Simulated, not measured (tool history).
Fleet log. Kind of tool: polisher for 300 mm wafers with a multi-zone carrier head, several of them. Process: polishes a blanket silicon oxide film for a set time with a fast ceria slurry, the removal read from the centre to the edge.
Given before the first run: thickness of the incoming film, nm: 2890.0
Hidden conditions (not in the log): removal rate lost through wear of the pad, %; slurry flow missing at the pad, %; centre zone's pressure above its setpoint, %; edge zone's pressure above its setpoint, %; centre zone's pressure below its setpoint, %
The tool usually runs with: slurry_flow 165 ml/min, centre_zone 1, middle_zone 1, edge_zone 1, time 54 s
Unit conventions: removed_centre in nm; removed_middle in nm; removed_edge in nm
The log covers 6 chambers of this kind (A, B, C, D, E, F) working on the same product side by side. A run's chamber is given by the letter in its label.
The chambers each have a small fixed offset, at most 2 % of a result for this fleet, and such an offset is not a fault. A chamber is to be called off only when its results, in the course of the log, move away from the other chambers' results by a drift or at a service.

run,hour,slurry_flow,centre_zone,middle_zone,edge_zone,time,wafers polished on this pad,hours since the slurry nozzle was cleaned,hours since the centre zone pressure was calibrated,hours since the edge zone pressure was calibrated,removed_centre,removed_middle,removed_edge
1C,4.9,165,1,1,1,54,1023,474.8,912.8,1261.1,822.45,810.37,837.36
2F,15.2,165,1,1,1,54,721,301.5,202.2,183.9,822.08,822,799.54
3B,23.9,165,1,1,1,54,1043,60.4,646.5,862.6,817.69,797.05,814.62
4D,31.3,165,1,1,1,54,487,360.5,173.8,407.9,821.52,810.48,802.73
# hour 31.6: chamber F: worn pad replaced by a new one
# hour 34.8: chamber E: worn pad replaced by a new one
# hour 34.9: chamber B: worn pad replaced by a new one
5E,40.8,165,1,1,1,54,88,105.2,395.2,253.9,809.06,822.05,814.57
6A,47.8,165,1,1,1,54,903,229.6,997,379.2,820.67,820.02,789.13
# hour 48.3: chamber C: worn pad replaced by a new one
# hour 49: chamber C: centre zone pressure recalibrated
7A,54.6,165,1,1,1,54,1004,236.4,1003.8,386,819.98,824.48,789.11
# hour 54.9: chamber D: worn pad replaced by a new one
8B,60.3,165,1,1,1,54,375,96.8,682.9,899,809.27,805.5,817.19
9F,70,165,1,1,1,54,568,356.3,257,238.7,821.8,825.97,812.26
10E,74.7,165,1,1,1,54,590,139.1,429.1,287.8,810.93,821.91,817.27
# hour 79.2: chamber B: edge zone pressure recalibrated
# hour 83.2: chamber E: centre zone pressure recalibrated
11D,83.9,165,1,1,1,54,428,413.1,226.4,460.5,824.49,805.66,799.61
12C,88.9,140,1,1.07,1,54,601,558.8,40,1345.1,794.79,843.89,787.51
# hour 91.5: chamber A: worn pad replaced by a new one
# hour 91.8: chamber F: worn pad replaced by a new one
13A,99,140,1,1.07,1,54,111,280.8,1048.2,430.4,786.42,846.33,785.31
# hour 104: chamber E: worn pad replaced by a new one
14B,108,140,1,1.07,1,54,1081,144.5,730.6,28.8,786.61,832.06,805.1
15F,113.9,140,1,1.07,1,54,328,400.2,300.9,282.6,787.16,844.27,791.13
# hour 118.2: chamber D: worn pad replaced by a new one
16D,124.2,140,1,1.07,1,54,89,453.4,266.7,500.8,778.55,829.61,784.8
# hour 126.6: chamber B: worn pad replaced by a new one
# hour 130.8: chamber C: edge zone pressure recalibrated
17C,134.6,140,1,1.07,1,54,1276,604.5,85.7,3.9,784.21,847.66,799.55
# hour 139.6: chamber C: worn pad replaced by a new one
18E,140.1,165,1,1,1,54,534,204.5,57,353.2,807.65,818.24,819.58
19D,150.4,165,1,1,1,54,477,479.6,292.9,527,816.83,803.97,826.08
# hour 157.8: chamber F: worn pad replaced by a new one
# hour 159.1: chamber A: centre zone pressure recalibrated
# hour 159.6: chamber E: worn pad replaced by a new one
20C,160.8,165,1,1.04,1,54,314,630.7,111.9,30.1,819.36,850.76,826.19
21F,169.8,165,1,1.04,1,54,177,456.1,356.8,338.5,819.62,854.02,805.72
22A,177.1,165,1,1.04,1,54,1266,358.9,18.1,508.5,892.63,861.41,818.3
# hour 184.7: chamber D: worn pad replaced by a new one
23B,186.3,165,1,1.04,1,54,883,222.8,808.9,107.1,809.92,842.07,815.2
# hour 190.2: chamber B: centre zone pressure recalibrated
24E,193.4,165,1,1.04,1,54,500,257.8,110.3,406.5,810.52,854.64,810.75
# hour 199.1: chamber F: slurry nozzle cleaned
25B,199.5,165,1,1.04,1,54,1079,236,9.4,120.3,811.99,833.06,829.44
# hour 200.1: chamber A: worn pad replaced by a new one
26C,208.2,135,1,1,1,54,1015,678.1,159.3,77.5,782.79,793.6,768.93
27D,212.9,135,1,1,1,54,417,542.1,355.4,589.5,773.87,782.23,794.54
# hour 214.3: chamber E: worn pad replaced by a new one
# hour 216.2: chamber F: worn pad replaced by a new one
# hour 219.1: chamber B: worn pad replaced by a new one
28F,221.2,135,1,1,1,54,74,22.1,408.2,389.9,777.44,790.44,790.07
29E,230.1,135,1,1,1,54,235,294.5,147,443.2,766.52,788.34,778.63
30A,234.7,135,1,1,1,54,513,416.5,75.7,566.1,850.46,787.36,803.49
# hour 238.1: chamber D: worn pad replaced by a new one
31C,242.1,135,1,1,1,54,1517,712,193.2,111.4,770.53,782.62,790.15
# hour 243.5: chamber A: slurry nozzle cleaned
32B,250,165,1,1,1,54,457,286.5,59.9,170.8,818.66,809.93,836.36
# hour 256.2: chamber E: slurry nozzle cleaned
33E,258.7,165,1,1,1,54,657,2.6,175.6,471.8,817.45,808.83,804.84
34F,265.8,165,1,0.96,1.07,54,734,66.7,452.8,434.5,824.63,782.2,845.71
35D,276.3,165,1,0.96,1.07,54,565,605.5,418.8,652.9,804.52,789.38,835.41
# hour 280.2: chamber F: worn pad replaced by a new one
36A,283.1,165,1,0.96,1.07,54,1228,39.6,124.1,614.5,895.84,791.28,841.81
37F,288.8,165,1,0.96,1.07,54,128,89.7,475.8,457.5,817.78,791.82,838.59
# hour 291.8: chamber D: worn pad replaced by a new one
# hour 292.3: chamber D: slurry nozzle cleaned
# hour 294.4: chamber A: worn pad replaced by a new one
38A,299.1,165,1,0.96,1.07,54,70,55.6,140.1,630.5,894.95,787.43,838.85
39D,305.5,165,1,0.96,1.07,54,203,13.2,448,682.1,810.81,784.68,842.9

The same settings go to every chamber for the next run, one line per chamber below. Forecast the results for each:
40A,313.1,165,1,1,1,54,,,,,?,?,?
40B,313.1,165,1,1,1,54,,,,,?,?,?
40C,313.1,165,1,1,1,54,,,,,?,?,?
40D,313.1,165,1,1,1,54,,,,,?,?,?
40E,313.1,165,1,1,1,54,,,,,?,?,?
40F,313.1,165,1,1,1,54,,,,,?,?,?

run,removed_centre,removed_middle,removed_edge
40A,880.98,816.82,777.13
40B,811.63,817.63,801.74
40C,804.84,806.44,814.62
40D,823.95,813.36,834.61
40E,815.36,816.3,811.77
40F,819.96,824.25,829.94

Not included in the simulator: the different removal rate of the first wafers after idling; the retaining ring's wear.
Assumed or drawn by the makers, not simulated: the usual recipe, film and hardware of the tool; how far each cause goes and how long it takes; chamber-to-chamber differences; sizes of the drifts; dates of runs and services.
